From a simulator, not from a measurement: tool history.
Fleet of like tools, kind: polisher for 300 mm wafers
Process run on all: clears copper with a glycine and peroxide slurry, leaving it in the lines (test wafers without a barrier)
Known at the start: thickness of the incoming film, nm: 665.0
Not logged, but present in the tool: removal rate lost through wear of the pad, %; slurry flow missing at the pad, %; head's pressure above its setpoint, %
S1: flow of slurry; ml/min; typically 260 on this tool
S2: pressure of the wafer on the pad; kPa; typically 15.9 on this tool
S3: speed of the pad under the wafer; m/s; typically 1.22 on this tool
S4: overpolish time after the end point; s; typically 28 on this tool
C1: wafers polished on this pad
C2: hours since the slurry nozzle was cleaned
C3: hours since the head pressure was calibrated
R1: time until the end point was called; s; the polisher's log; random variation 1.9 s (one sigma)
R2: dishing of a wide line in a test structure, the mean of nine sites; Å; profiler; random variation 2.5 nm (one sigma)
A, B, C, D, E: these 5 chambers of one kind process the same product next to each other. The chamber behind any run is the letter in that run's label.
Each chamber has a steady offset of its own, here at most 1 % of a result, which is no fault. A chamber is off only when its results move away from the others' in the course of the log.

run	hour	S1	S2	S3	S4	C1	C2	C3	R1	R2
1D	8.1	260	15.9	1.22	28	855	246.8	519.4	104.85	1023.70
2E	13.1	260	15.9	1.22	28	538	719.8	1058.6	106.06	1014.80
# hour 14.5: chamber B: worn pad replaced by a new one
3C	18.5	260	15.9	1.22	28	611	236.4	105.9	104.19	967.68
# hour 24.5: chamber C: slurry nozzle cleaned
4A	25.5	260	15.9	1.22	28	686	297.6	642.6	104.26	998.39
5B	30.0	260	15.9	1.22	28	127	255.1	569.4	103.75	1006.70
# hour 36.4: chamber D: worn pad replaced by a new one
6D	39.1	260	15.9	1.22	28	22	277.8	550.4	103.47	955.69
7B	46.4	260	15.9	1.22	28	262	271.5	585.8	104.35	975.48
8A	52.8	260	15.9	1.22	28	910	324.9	669.9	106.12	996.23
# hour 54.2: chamber E: slurry nozzle cleaned
9C	62.4	260	15.9	1.22	28	971	38.0	149.8	106.44	1022.70
10E	66.9	260	15.9	1.22	28	980	12.8	1112.4	105.92	989.14
11C	71.6	260	15.9	1.22	28	1046	47.2	159.0	105.30	992.79
12B	81.1	260	15.9	1.22	28	547	306.2	620.5	105.12	1016.10
13D	87.9	260	15.9	1.22	28	423	326.6	599.2	107.17	1046.90
# hour 91.0: chamber E: worn pad replaced by a new one
14A	96.1	260	15.9	1.22	28	1265	368.2	713.2	108.02	1028.90
15E	100.8	260	15.9	1.22	28	80	46.7	1146.3	105.32	985.57
16E	110.5	260	15.9	1.22	28	160	56.4	1156.0	103.25	1013.20
# hour 120.4: chamber A: worn pad replaced by a new one
17C	120.6	285	15.9	1.04	28	1448	96.2	208.0	117.42	892.02
18D	129.7	285	15.9	1.04	28	766	368.4	641.0	118.87	954.45
# hour 135.1: chamber D: slurry nozzle cleaned
19A	138.1	285	15.9	1.04	28	145	410.2	755.2	117.96	975.50
# hour 138.7: chamber B: worn pad replaced by a new one
# hour 141.0: chamber C: worn pad replaced by a new one
20B	146.7	285	15.9	1.04	28	65	371.8	686.1	116.59	914.06
21E	151.4	285	15.9	1.04	28	495	97.3	1196.9	117.25	917.05
22B	159.8	260	15.9	0.84	28	173	384.9	699.2	138.93	842.40
23A	167.4	260	15.9	0.84	28	385	439.5	784.5	143.14	848.72
# hour 176.8: chamber D: worn pad replaced by a new one
# hour 176.9: chamber D: head pressure recalibrated
24C	176.9	260	15.9	0.84	28	295	152.5	264.3	141.32	829.97
# hour 181.8: chamber B: head pressure recalibrated
25D	185.7	260	15.9	0.84	28	73	50.6	8.9	141.93	814.30
26C	193.1	260	15.9	0.84	28	428	168.7	280.5	138.79	812.69
27E	201.6	260	15.9	1.22	28	907	147.5	1247.1	104.34	988.62
28D	207.3	260	10.3	1.22	43	250	72.2	30.5	144.92	988.29
29B	216.7	260	10.3	1.22	43	640	441.8	35.0	146.14	1012.80
30A	226.1	260	10.3	1.22	43	867	498.2	843.2	147.24	1027.00
31A	230.7	260	10.3	1.22	43	905	502.8	847.8	147.85	1035.40
32D	239.9	260	10.3	1.22	43	518	104.8	63.1	145.39	1006.80

Each of the 5 chambers runs these same settings next. Fill in every chamber's results:
33A	247.3	260	15.9	1.22	28				?	?
33B	247.3	260	15.9	1.22	28				?	?
33C	247.3	260	15.9	1.22	28				?	?
33D	247.3	260	15.9	1.22	28				?	?
33E	247.3	260	15.9	1.22	28				?	?

run	R1	R2
33A	107.98	987.75
33B	105.31	965.18
33C	107.66	1029.00
33D	107.90	1024.90
33E	106.99	1026.90
